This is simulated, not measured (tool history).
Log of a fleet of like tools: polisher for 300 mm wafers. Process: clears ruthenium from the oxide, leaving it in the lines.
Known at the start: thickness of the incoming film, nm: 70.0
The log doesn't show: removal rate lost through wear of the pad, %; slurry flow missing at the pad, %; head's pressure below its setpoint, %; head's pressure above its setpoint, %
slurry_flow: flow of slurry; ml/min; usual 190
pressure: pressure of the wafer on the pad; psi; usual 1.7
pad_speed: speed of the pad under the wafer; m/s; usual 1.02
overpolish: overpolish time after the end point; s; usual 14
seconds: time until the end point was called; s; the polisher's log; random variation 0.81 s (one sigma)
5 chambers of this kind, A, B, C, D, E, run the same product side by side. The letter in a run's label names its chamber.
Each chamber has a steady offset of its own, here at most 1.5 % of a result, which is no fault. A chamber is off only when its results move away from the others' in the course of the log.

run,hour,slurry_flow,pressure,pad_speed,overpolish,wafers polished on this pad,hours since the slurry nozzle was cleaned,hours since the head pressure was calibrated,seconds
# hour 3.8: chamber A: worn pad replaced by a new one
# hour 4.7: chamber B: worn pad replaced by a new one
1E,5.9,190,1.7,1.02,14,814,263.2,58.6,65.798
# hour 7.2: chamber D: worn pad replaced by a new one
2D,11.7,190,1.7,1.02,14,52,258.6,282,64.692
3A,15,190,1.7,1.02,14,128,19.5,391.5,64.805
4B,20.1,190,1.7,1.02,14,175,693.1,1142.4,65.678
5C,23.4,190,1.3,1.02,20,1084,497.2,1242.6,86.778
6E,27.8,190,1.3,1.02,20,1063,285.1,80.5,86.481
# hour 29.9: chamber C: worn pad replaced by a new one
7A,31.3,190,1.3,1.02,20,314,35.8,407.8,85.397
8C,35,190,1.3,1.02,20,58,508.8,1254.2,86.671
# hour 36.5: chamber C: slurry nozzle cleaned
9B,41.6,190,1.3,1.02,20,420,714.6,1163.9,84.993
10D,44.9,190,1.5,1.02,20,430,291.8,315.2,71.527
11D,48.9,190,1.5,1.02,20,476,295.8,319.2,74.857
# hour 53.5: chamber A: worn pad replaced by a new one
12E,53.7,190,1.5,1.02,20,1358,311,106.4,74.964
# hour 54.8: chamber D: worn pad replaced by a new one
13C,59.1,190,1.5,1.02,20,333,22.7,1278.3,74.342
14B,62.5,190,1.5,1.02,20,658,735.5,1184.8,76.715
15A,67.4,190,1.7,1.02,14,158,71.9,443.9,67.859
# hour 68.3: chamber E: worn pad replaced by a new one
# hour 68.6: chamber B: worn pad replaced by a new one
16C,70.9,190,1.7,1.02,14,467,34.5,1290.1,65.281
17D,73.9,190,1.7,1.02,14,218,320.8,344.2,65.479
# hour 78.8: chamber C: head pressure recalibrated
18E,80,190,1.7,1.02,14,134,337.3,132.7,65.195
19B,86.4,190,1.7,1.02,14,202,759.4,1208.7,65.981
20A,92.3,190,1.7,1.02,14,442,96.8,468.8,67.74
21E,99,190,1.7,1.02,14,350,356.3,151.7,66.788
# hour 101.7: chamber B: head pressure recalibrated
22D,104.7,190,1.7,1.02,14,569,351.6,375,63.633
# hour 106.6: chamber D: worn pad replaced by a new one
# hour 107.4: chamber A: worn pad replaced by a new one
23B,110.1,190,1.7,1.02,14,472,783.1,8.4,65.986
24A,114.6,190,1.7,1.02,14,82,119.1,491.1,68.08
25C,121.2,190,1.7,1.02,14,1040,84.8,42.4,65.326
# hour 124.3: chamber B: worn pad replaced by a new one
26D,125.7,190,1.7,1.02,14,218,372.6,396,64.126
27A,129.6,190,1.7,1.02,14,253,134.1,506.1,67.655
28C,134.4,190,1.7,1.02,14,1190,98,55.6,65.778
29E,140.3,190,1.7,1.02,14,821,397.6,193,64.952
30B,144.7,190,1.7,1.02,14,232,817.7,43,65.939
31B,150.2,190,1.7,1.02,14,295,823.2,48.5,66.007
# hour 150.3: chamber D: worn pad replaced by a new one
32E,155.1,190,1.7,0.72,14,989,412.4,207.8,92.743
# hour 156.2: chamber C: worn pad replaced by a new one
33C,159.2,190,1.7,0.72,14,34,122.8,80.4,89.379
# hour 163: chamber D: slurry nozzle cleaned
34A,166,190,1.7,0.72,14,667,170.5,542.5,98.168
35D,171.9,190,1.7,0.72,14,246,8.9,442.2,92.755
36D,177.3,190,1.7,0.72,14,307,14.3,447.6,93.539
37E,181.1,190,1.7,1.02,14,1285,438.4,233.8,65.483

All 5 chambers run these settings next. Forecast each chamber's results:
38A,186.1,190,1.7,1.02,11,,,,?
38B,186.1,190,1.7,1.02,11,,,,?
38C,186.1,190,1.7,1.02,11,,,,?
38D,186.1,190,1.7,1.02,11,,,,?
38E,186.1,190,1.7,1.02,11,,,,?

run,seconds
38A,72.662
38B,66.498
38C,66.192
38D,65.482
38E,66.917
